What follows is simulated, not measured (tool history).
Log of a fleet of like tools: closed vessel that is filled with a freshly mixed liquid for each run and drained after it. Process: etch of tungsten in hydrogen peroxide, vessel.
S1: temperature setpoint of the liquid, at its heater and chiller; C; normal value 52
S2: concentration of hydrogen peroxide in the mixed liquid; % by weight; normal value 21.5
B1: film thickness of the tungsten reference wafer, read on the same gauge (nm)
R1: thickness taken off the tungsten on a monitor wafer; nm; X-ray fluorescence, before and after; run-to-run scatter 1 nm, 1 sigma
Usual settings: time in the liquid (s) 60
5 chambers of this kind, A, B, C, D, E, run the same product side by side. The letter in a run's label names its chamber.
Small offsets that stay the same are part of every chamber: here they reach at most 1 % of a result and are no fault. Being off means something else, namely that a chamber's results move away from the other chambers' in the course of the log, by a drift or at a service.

Run 1E, day 0.333: usual settings; B1 100.03. Result: R1 122.63 nm.
Run 2C, day 0.638: usual settings; B1 100.01. Result: R1 121.07 nm.
Run 3A, day 1.229: usual settings; B1 100.02. Result: R1 120.28 nm.
At day 1.417: chamber E: peroxide flow meter replaced.
Run 4B, day 1.554: usual settings; B1 100.01. Result: R1 120.96 nm.
Run 5D, day 1.946: usual settings; B1 99.964. Result: R1 119.03 nm.
Run 6D, day 2.229: usual settings; B1 100.01. Result: R1 119.87 nm.
Run 7C, day 2.862: usual settings; B1 100. Result: R1 121.93 nm.
Run 8A, day 3.317: usual settings; B1 99.991. Result: R1 122.95 nm.
Run 9E, day 3.729: usual settings but S2 27.5 % by weight; B1 100. Result: R1 138.12 nm.
Run 10B, day 4.046: usual settings but S2 27.5 % by weight; B1 99.993. Result: R1 137.98 nm.
Run 11E, day 4.633: usual settings but S2 27.5 % by weight; B1 99.974. Result: R1 137.9 nm.
Run 12C, day 4.954: usual settings but S2 27.5 % by weight; B1 100.02. Result: R1 135.46 nm.
Run 13D, day 5.288: usual settings but S2 27.5 % by weight; B1 99.948. Result: R1 136.83 nm.
Run 14B, day 5.625: usual settings; B1 99.988. Result: R1 124.83 nm.
Run 15A, day 6.2: usual settings but S1 60 C; B1 99.987. Result: R1 192.27 nm.
Run 16C, day 6.804: usual settings but S1 60 C; B1 100. Result: R1 195.93 nm.
Run 17A, day 7.317: usual settings but S1 60 C; B1 100.03. Result: R1 192.08 nm.
Run 18B, day 7.825: usual settings but S1 60 C; B1 99.985. Result: R1 201.47 nm.
Run 19E, day 8.388: usual settings but S1 60 C; B1 100. Result: R1 193.93 nm.
Run 20D, day 8.767: usual settings but S1 43.5 C; B1 99.986. Result: R1 70.608 nm.
Run 21B, day 9.188: usual settings but S1 43.5 C; B1 99.977. Result: R1 73.955 nm.
Run 22D, day 9.683: usual settings but S1 43.5 C; B1 99.998. Result: R1 70.862 nm.
Run 23E, day 10.325: usual settings but S1 43.5 C; B1 99.98. Result: R1 72.546 nm.
Run 24C, day 10.975: usual settings but S1 43.5 C; B1 100.03. Result: R1 69.788 nm.
At day 11.108: chamber D: peroxide flow meter replaced.
Run 25A, day 11.458: usual settings; B1 100.02. Result: R1 120.82 nm.
At day 11.617: chamber A: thermometer replaced.
Run 26D, day 11.754: usual settings; B1 99.966. Result: R1 121.09 nm.
Run 27E, day 12.104: usual settings; B1 99.991. Result: R1 121.22 nm.
Run 28A, day 12.6: usual settings; B1 99.965. Result: R1 119.98 nm.
Run 29C, day 13.204: usual settings; B1 99.994. Result: R1 118.95 nm.
Run 30B, day 13.546: usual settings; B1 99.995. Result: R1 129.92 nm.

Has any chamber moved away from the others, gradually or after a service, or does the common gauge drift, or do the chambers differ only by their own small steady offsets? State the chamber and the most likely cause if one applies.

Chamber B drifts away from the others.
What lies behind it: liquid hotter than its thermometer reads (K) = 1.44.

Below are 4 candidate recipes for chamber B's next run, each the usual settings with a change, their results shown as question marks. Which of them brings B's results back in line with what the other chambers give on the usual settings?
A result is in line if it is within this distance of the other chambers' mean on the usual settings: R1 3.6 nm
Run 31B-1, day 14.017: usual settings but S1 50 C, S2 21 % by weight. Result: R1 ?.
Run 31B-2, day 14.017: usual settings but S2 28 % by weight. Result: R1 ?.
Run 31B-3, day 14.017: usual settings but time in the liquid (s) 55. Result: R1 ?.
Run 31B-4, day 14.017: usual settings but S1 53.5 C. Result: R1 ?.

Usual-settings mean across the other chambers: R1 120.54 nm
  run      R1
31B-1  113.32
31B-2  147.97
31B-3  118.65
31B-4  141.61
Change 31B-3 lands the chamber within the allowed miss of the other chambers.
